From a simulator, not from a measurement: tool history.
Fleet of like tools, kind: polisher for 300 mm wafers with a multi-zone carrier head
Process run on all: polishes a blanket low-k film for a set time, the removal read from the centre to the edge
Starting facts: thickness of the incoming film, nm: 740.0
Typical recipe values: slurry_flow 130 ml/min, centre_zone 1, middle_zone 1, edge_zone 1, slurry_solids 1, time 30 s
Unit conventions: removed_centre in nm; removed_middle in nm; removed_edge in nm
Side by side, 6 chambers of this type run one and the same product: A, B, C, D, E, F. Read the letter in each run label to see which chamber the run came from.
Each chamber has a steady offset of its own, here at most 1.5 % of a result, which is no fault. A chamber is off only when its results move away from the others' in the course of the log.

{"hour": 0.8, "done": "chamber E: worn pad replaced by a new one"}
{"run": "1E", "hour": 4.7, "slurry_flow": 130, "centre_zone": 1, "middle_zone": 1, "edge_zone": 1, "slurry_solids": 1, "time": 30, "removed_centre": 8.8409, "removed_middle": 8.734, "removed_edge": 8.8054}
{"hour": 6.5, "done": "chamber F: edge zone pressure recalibrated"}
{"run": "2F", "hour": 9.6, "slurry_flow": 130, "centre_zone": 1, "middle_zone": 1, "edge_zone": 1, "slurry_solids": 1, "time": 30, "removed_centre": 8.8067, "removed_middle": 8.7241, "removed_edge": 8.7728}
{"run": "3A", "hour": 12.9, "slurry_flow": 130, "centre_zone": 1, "middle_zone": 1, "edge_zone": 1, "slurry_solids": 1, "time": 30, "removed_centre": 8.8842, "removed_middle": 8.7297, "removed_edge": 9.0107}
{"run": "4C", "hour": 18.3, "slurry_flow": 130, "centre_zone": 1, "middle_zone": 1, "edge_zone": 1, "slurry_solids": 1, "time": 30, "removed_centre": 8.8429, "removed_middle": 8.8732, "removed_edge": 8.8435}
{"hour": 18.5, "done": "chamber A: worn pad replaced by a new one"}
{"hour": 22.9, "done": "chamber C: worn pad replaced by a new one"}
{"run": "5B", "hour": 23.0, "slurry_flow": 130, "centre_zone": 1, "middle_zone": 1, "edge_zone": 1, "slurry_solids": 1, "time": 30, "removed_centre": 8.6588, "removed_middle": 8.7533, "removed_edge": 8.7881}
{"run": "6D", "hour": 26.2, "slurry_flow": 130, "centre_zone": 1, "middle_zone": 1, "edge_zone": 1, "slurry_solids": 1, "time": 30, "removed_centre": 8.8889, "removed_middle": 8.889, "removed_edge": 8.8212}
{"run": "7B", "hour": 30.1, "slurry_flow": 130, "centre_zone": 1, "middle_zone": 1, "edge_zone": 1, "slurry_solids": 1, "time": 30, "removed_centre": 8.7581, "removed_middle": 8.864, "removed_edge": 8.6993}
{"hour": 33.4, "done": "chamber F: worn pad replaced by a new one"}
{"run": "8F", "hour": 35.2, "slurry_flow": 130, "centre_zone": 1.11, "middle_zone": 1, "edge_zone": 1.1, "slurry_solids": 1, "time": 30, "removed_centre": 10.018, "removed_middle": 8.7774, "removed_edge": 9.3363}
{"run": "9D", "hour": 39.5, "slurry_flow": 130, "centre_zone": 1.11, "middle_zone": 1, "edge_zone": 1.1, "slurry_solids": 1, "time": 30, "removed_centre": 9.8556, "removed_middle": 8.7651, "removed_edge": 9.2834}
{"run": "10C", "hour": 42.5, "slurry_flow": 130, "centre_zone": 1.11, "middle_zone": 1, "edge_zone": 1.1, "slurry_solids": 1, "time": 30, "removed_centre": 9.9268, "removed_middle": 8.8099, "removed_edge": 9.172}
{"run": "11A", "hour": 45.5, "slurry_flow": 130, "centre_zone": 1.11, "middle_zone": 1, "edge_zone": 1.1, "slurry_solids": 1, "time": 30, "removed_centre": 9.9115, "removed_middle": 8.8107, "removed_edge": 9.0838}
{"run": "12E", "hour": 48.8, "slurry_flow": 130, "centre_zone": 1.11, "middle_zone": 1, "edge_zone": 1.1, "slurry_solids": 1, "time": 30, "removed_centre": 10.019, "removed_middle": 8.911, "removed_edge": 9.1372}
{"run": "13E", "hour": 51.3, "slurry_flow": 130, "centre_zone": 1.11, "middle_zone": 1, "edge_zone": 1.1, "slurry_solids": 1, "time": 30, "removed_centre": 9.9309, "removed_middle": 8.6982, "removed_edge": 9.1353}
{"hour": 53.2, "done": "chamber D: worn pad replaced by a new one"}
{"run": "14B", "hour": 54.8, "slurry_flow": 130, "centre_zone": 1, "middle_zone": 1, "edge_zone": 1, "slurry_solids": 1, "time": 30, "removed_centre": 8.7438, "removed_middle": 8.6327, "removed_edge": 8.6495}
{"run": "15C", "hour": 58.3, "slurry_flow": 130, "centre_zone": 1, "middle_zone": 1, "edge_zone": 1, "slurry_solids": 1.2, "time": 30, "removed_centre": 9.5622, "removed_middle": 9.5964, "removed_edge": 9.6963}
{"hour": 62.5, "done": "chamber E: worn pad replaced by a new one"}
{"run": "16F", "hour": 62.7, "slurry_flow": 130, "centre_zone": 1, "middle_zone": 1, "edge_zone": 1, "slurry_solids": 1.2, "time": 30, "removed_centre": 9.6245, "removed_middle": 9.5836, "removed_edge": 9.5283}
{"run": "17D", "hour": 68.0, "slurry_flow": 130, "centre_zone": 1, "middle_zone": 1, "edge_zone": 1, "slurry_solids": 1.2, "time": 30, "removed_centre": 9.5018, "removed_middle": 9.4772, "removed_edge": 9.5754}
{"run": "18A", "hour": 72.7, "slurry_flow": 130, "centre_zone": 1, "middle_zone": 1, "edge_zone": 1, "slurry_solids": 1.2, "time": 30, "removed_centre": 9.6074, "removed_middle": 9.3704, "removed_edge": 9.4652}
{"hour": 73.6, "done": "chamber F: worn pad replaced by a new one"}
{"run": "19E", "hour": 77.5, "slurry_flow": 130, "centre_zone": 1, "middle_zone": 1, "edge_zone": 1, "slurry_solids": 1.2, "time": 30, "removed_centre": 9.5755, "removed_middle": 9.5646, "removed_edge": 9.3466}
{"run": "20A", "hour": 83.0, "slurry_flow": 130, "centre_zone": 1, "middle_zone": 1, "edge_zone": 1, "slurry_solids": 1.2, "time": 30, "removed_centre": 9.5602, "removed_middle": 9.4354, "removed_edge": 9.4546}
{"hour": 83.4, "done": "chamber A: worn pad replaced by a new one"}
{"hour": 85.0, "done": "chamber B: worn pad replaced by a new one"}
{"run": "21C", "hour": 85.6, "slurry_flow": 130, "centre_zone": 1, "middle_zone": 1, "edge_zone": 1, "slurry_solids": 1, "time": 30, "removed_centre": 8.6234, "removed_middle": 8.7942, "removed_edge": 8.8637}
{"run": "22F", "hour": 88.1, "slurry_flow": 130, "centre_zone": 1, "middle_zone": 1, "edge_zone": 1, "slurry_solids": 1, "time": 30, "removed_centre": 8.8342, "removed_middle": 8.8281, "removed_edge": 8.809}
{"run": "23B", "hour": 92.9, "slurry_flow": 130, "centre_zone": 1, "middle_zone": 1, "edge_zone": 1, "slurry_solids": 1, "time": 30, "removed_centre": 8.7834, "removed_middle": 8.7594, "removed_edge": 8.6158}
{"run": "24D", "hour": 96.0, "slurry_flow": 130, "centre_zone": 1, "middle_zone": 1, "edge_zone": 1, "slurry_solids": 1, "time": 30, "removed_centre": 8.9498, "removed_middle": 8.8748, "removed_edge": 8.7465}
{"hour": 99.2, "done": "chamber B: slurry nozzle cleaned"}
{"run": "25D", "hour": 101.4, "slurry_flow": 130, "centre_zone": 1, "middle_zone": 1, "edge_zone": 1, "slurry_solids": 1, "time": 30, "removed_centre": 8.8988, "removed_middle": 8.7241, "removed_edge": 8.8113}
{"run": "26E", "hour": 104.2, "slurry_flow": 130, "centre_zone": 1, "middle_zone": 1, "edge_zone": 1, "slurry_solids": 1, "time": 30, "removed_centre": 8.8426, "removed_middle": 8.8473, "removed_edge": 8.7904}
{"run": "27F", "hour": 106.8, "slurry_flow": 130, "centre_zone": 1, "middle_zone": 1, "edge_zone": 1, "slurry_solids": 1, "time": 30, "removed_centre": 8.836, "removed_middle": 8.8655, "removed_edge": 8.8519}
{"run": "28C", "hour": 111.1, "slurry_flow": 130, "centre_zone": 1, "middle_zone": 1, "edge_zone": 1, "slurry_solids": 1, "time": 30, "removed_centre": 8.4498, "removed_middle": 8.8778, "removed_edge": 8.7089}
{"hour": 114.1, "done": "chamber D: slurry nozzle cleaned"}
{"hour": 114.4, "done": "chamber F: worn pad replaced by a new one"}
{"run": "29A", "hour": 115.6, "slurry_flow": 130, "centre_zone": 1, "middle_zone": 1, "edge_zone": 1, "slurry_solids": 1, "time": 30, "removed_centre": 9.0588, "removed_middle": 8.7624, "removed_edge": 8.6081}
{"hour": 118.7, "done": "chamber C: worn pad replaced by a new one"}
{"run": "30B", "hour": 120.7, "slurry_flow": 130, "centre_zone": 1, "middle_zone": 1, "edge_zone": 1, "slurry_solids": 1, "time": 30, "removed_centre": 8.7886, "removed_middle": 8.8346, "removed_edge": 8.9014}
{"hour": 121.7, "done": "chamber E: worn pad replaced by a new one"}
{"run": "31A", "hour": 124.0, "slurry_flow": 130, "centre_zone": 1, "middle_zone": 1, "edge_zone": 1, "slurry_solids": 1, "time": 30, "removed_centre": 8.9835, "removed_middle": 8.7341, "removed_edge": 8.8472}
{"run": "32C", "hour": 126.5, "slurry_flow": 130, "centre_zone": 1, "middle_zone": 1, "edge_zone": 1, "slurry_solids": 1, "time": 30, "removed_centre": 8.335, "removed_middle": 8.9756, "removed_edge": 8.7214}
{"run": "33E", "hour": 129.2, "slurry_flow": 130, "centre_zone": 1, "middle_zone": 1, "edge_zone": 1, "slurry_solids": 1, "time": 30, "removed_centre": 8.7853, "removed_middle": 8.8081, "removed_edge": 8.8402}
{"run": "34F", "hour": 132.3, "slurry_flow": 130, "centre_zone": 1, "middle_zone": 1, "edge_zone": 1, "slurry_solids": 1, "time": 30, "removed_centre": 8.7761, "removed_middle": 8.6634, "removed_edge": 8.7677}
{"run": "35D", "hour": 135.6, "slurry_flow": 130, "centre_zone": 1, "middle_zone": 1, "edge_zone": 1, "slurry_solids": 1, "time": 30, "removed_centre": 8.8762, "removed_middle": 8.6839, "removed_edge": 8.9589}
{"run": "36B", "hour": 140.3, "slurry_flow": 130, "centre_zone": 1, "middle_zone": 1, "edge_zone": 1, "slurry_solids": 1, "time": 30, "removed_centre": 8.7165, "removed_middle": 8.7601, "removed_edge": 8.5653}
{"run": "37A", "hour": 142.9, "slurry_flow": 130, "centre_zone": 1, "middle_zone": 1, "edge_zone": 1, "slurry_solids": 1, "time": 30, "removed_centre": 9.0285, "removed_middle": 8.6689, "removed_edge": 8.8164}
{"hour": 147.8, "done": "chamber D: worn pad replaced by a new one"}
{"run": "38D", "hour": 148.1, "slurry_flow": 130, "centre_zone": 1, "middle_zone": 1, "edge_zone": 1, "slurry_solids": 1, "time": 30, "removed_centre": 8.8149, "removed_middle": 8.7968, "removed_edge": 8.7909}
{"hour": 150.5, "done": "chamber E: edge zone pressure recalibrated"}
{"run": "39E", "hour": 152.6, "slurry_flow": 130, "centre_zone": 1, "middle_zone": 1, "edge_zone": 1, "slurry_solids": 1, "time": 30, "removed_centre": 8.8537, "removed_middle": 8.9001, "removed_edge": 8.7642}

All 6 chambers run these settings next. Forecast each chamber's results:
{"run": "40A", "hour": 156.5, "slurry_flow": 130, "centre_zone": 0.91, "middle_zone": 1, "edge_zone": 1, "slurry_solids": 1, "time": 30, "removed_centre": "?", "removed_middle": "?", "removed_edge": "?"}
{"run": "40B", "hour": 156.5, "slurry_flow": 130, "centre_zone": 0.91, "middle_zone": 1, "edge_zone": 1, "slurry_solids": 1, "time": 30, "removed_centre": "?", "removed_middle": "?", "removed_edge": "?"}
{"run": "40C", "hour": 156.5, "slurry_flow": 130, "centre_zone": 0.91, "middle_zone": 1, "edge_zone": 1, "slurry_solids": 1, "time": 30, "removed_centre": "?", "removed_middle": "?", "removed_edge": "?"}
{"run": "40D", "hour": 156.5, "slurry_flow": 130, "centre_zone": 0.91, "middle_zone": 1, "edge_zone": 1, "slurry_solids": 1, "time": 30, "removed_centre": "?", "removed_middle": "?", "removed_edge": "?"}
{"run": "40E", "hour": 156.5, "slurry_flow": 130, "centre_zone": 0.91, "middle_zone": 1, "edge_zone": 1, "slurry_solids": 1, "time": 30, "removed_centre": "?", "removed_middle": "?", "removed_edge": "?"}
{"run": "40F", "hour": 156.5, "slurry_flow": 130, "centre_zone": 0.91, "middle_zone": 1, "edge_zone": 1, "slurry_solids": 1, "time": 30, "removed_centre": "?", "removed_middle": "?", "removed_edge": "?"}

run=40A removed_centre=8.1107 removed_middle=8.7178 removed_edge=8.5208
run=40B removed_centre=8.0078 removed_middle=8.8414 removed_edge=8.8423
run=40C removed_centre=7.3545 removed_middle=8.87 removed_edge=8.8328
run=40D removed_centre=8.004 removed_middle=8.7589 removed_edge=8.9871
run=40E removed_centre=7.9966 removed_middle=8.8206 removed_edge=8.8699
run=40F removed_centre=8.0363 removed_middle=8.8498 removed_edge=8.7732
